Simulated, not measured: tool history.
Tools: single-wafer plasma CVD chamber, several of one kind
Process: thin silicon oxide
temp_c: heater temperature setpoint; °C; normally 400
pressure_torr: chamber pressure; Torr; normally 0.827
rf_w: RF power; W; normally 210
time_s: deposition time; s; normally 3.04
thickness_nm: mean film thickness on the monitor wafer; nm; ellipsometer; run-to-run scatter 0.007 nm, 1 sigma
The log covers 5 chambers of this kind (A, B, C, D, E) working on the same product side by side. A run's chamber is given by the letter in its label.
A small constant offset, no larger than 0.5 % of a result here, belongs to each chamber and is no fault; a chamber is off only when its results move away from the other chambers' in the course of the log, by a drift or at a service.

run,hour,temp_c,pressure_torr,rf_w,time_s,"read-back reference wafer on the same gauge, thickness_nm",thickness_nm
1A,6.2,400,0.827,210,3.04,4.7294,4.9218
2C,11.1,400,0.827,210,3.04,4.7302,4.9041
3E,14.1,400,0.827,210,3.04,4.7316,4.8929
4D,20.6,400,0.827,210,3.04,4.7319,4.9176
5B,24.3,400,0.827,210,3.04,4.7326,4.914
6E,28.5,400,0.827,210,3.04,4.7342,4.9091
7B,32.7,400,0.827,210,3.04,4.7341,4.9213
8C,39.4,400,0.96,210,3.49,4.7349,6.3962
9A,45.4,400,0.96,210,3.49,4.7362,6.4238
10D,49.7,400,0.96,210,3.49,4.7359,6.3974
11E,55.7,400,0.96,210,3.49,4.7377,6.3948
12B,62.1,400,0.96,210,3.49,4.738,6.3891
13C,65.8,400,0.827,210,3.04,4.7385,4.9121
14D,71.4,400,0.827,210,3.04,4.7406,4.9251
15A,74.9,400,0.827,210,3.04,4.7403,4.9239
16E,79.4,395,0.827,180,3.04,4.7393,4.5491
17B,83.4,395,0.827,180,3.04,4.7417,4.5635
18A,86.3,395,0.827,180,3.04,4.7404,4.5727
19D,91.9,395,0.827,180,3.04,4.742,4.5683
20C,96,395,0.827,180,3.04,4.7449,4.5499
21D,102.2,400,0.827,210,3.04,4.745,4.9322
22E,107.8,400,0.827,210,3.04,4.7436,4.912
23A,113.3,400,0.643,210,2.46,4.7454,3.0937
24C,118,400,0.643,210,2.46,4.7461,3.0681
25B,124.5,400,0.643,210,2.46,4.7464,3.1123
26C,130,400,0.643,210,2.46,4.7472,3.0742
27B,134.7,400,0.643,210,2.46,4.7475,3.1183
28D,138.1,400,0.827,210,3.04,4.7477,4.9283
29E,142.9,400,0.827,210,3.04,4.748,4.9228
30A,147.4,400,0.827,210,3.04,4.7504,4.9365
31A,152.1,400,0.661,210,3.5,4.7513,4.5387
32B,155.9,400,0.661,210,3.5,4.7495,4.5642
33E,159.1,400,0.661,210,3.5,4.7512,4.5209
34D,162.8,400,0.661,210,3.5,4.7511,4.538
35C,166.9,400,0.661,210,3.5,4.7541,4.5067
36D,173,400,0.827,210,3.04,4.7521,4.9404
37C,177.5,400,0.906,210,3.04,4.7536,5.334
38A,183.7,400,0.906,210,3.04,4.7545,5.341
39E,188.7,400,0.906,210,3.04,4.756,5.3196
40B,195.1,400,0.906,210,3.04,4.7563,5.3147
41A,198.4,400,0.906,210,3.04,4.7549,5.3429
42C,202.5,400,0.827,210,3.04,4.7567,4.9217

Has any chamber moved away from the others, gradually or after a service, or does the common gauge drift, or do the chambers differ only by their own small steady offsets? State the chamber and the most likely cause if one applies.

Gauge drift. The chambers move together only on paper, and none stands off.
What lies behind it: gauge reads high (%) = 0.582.

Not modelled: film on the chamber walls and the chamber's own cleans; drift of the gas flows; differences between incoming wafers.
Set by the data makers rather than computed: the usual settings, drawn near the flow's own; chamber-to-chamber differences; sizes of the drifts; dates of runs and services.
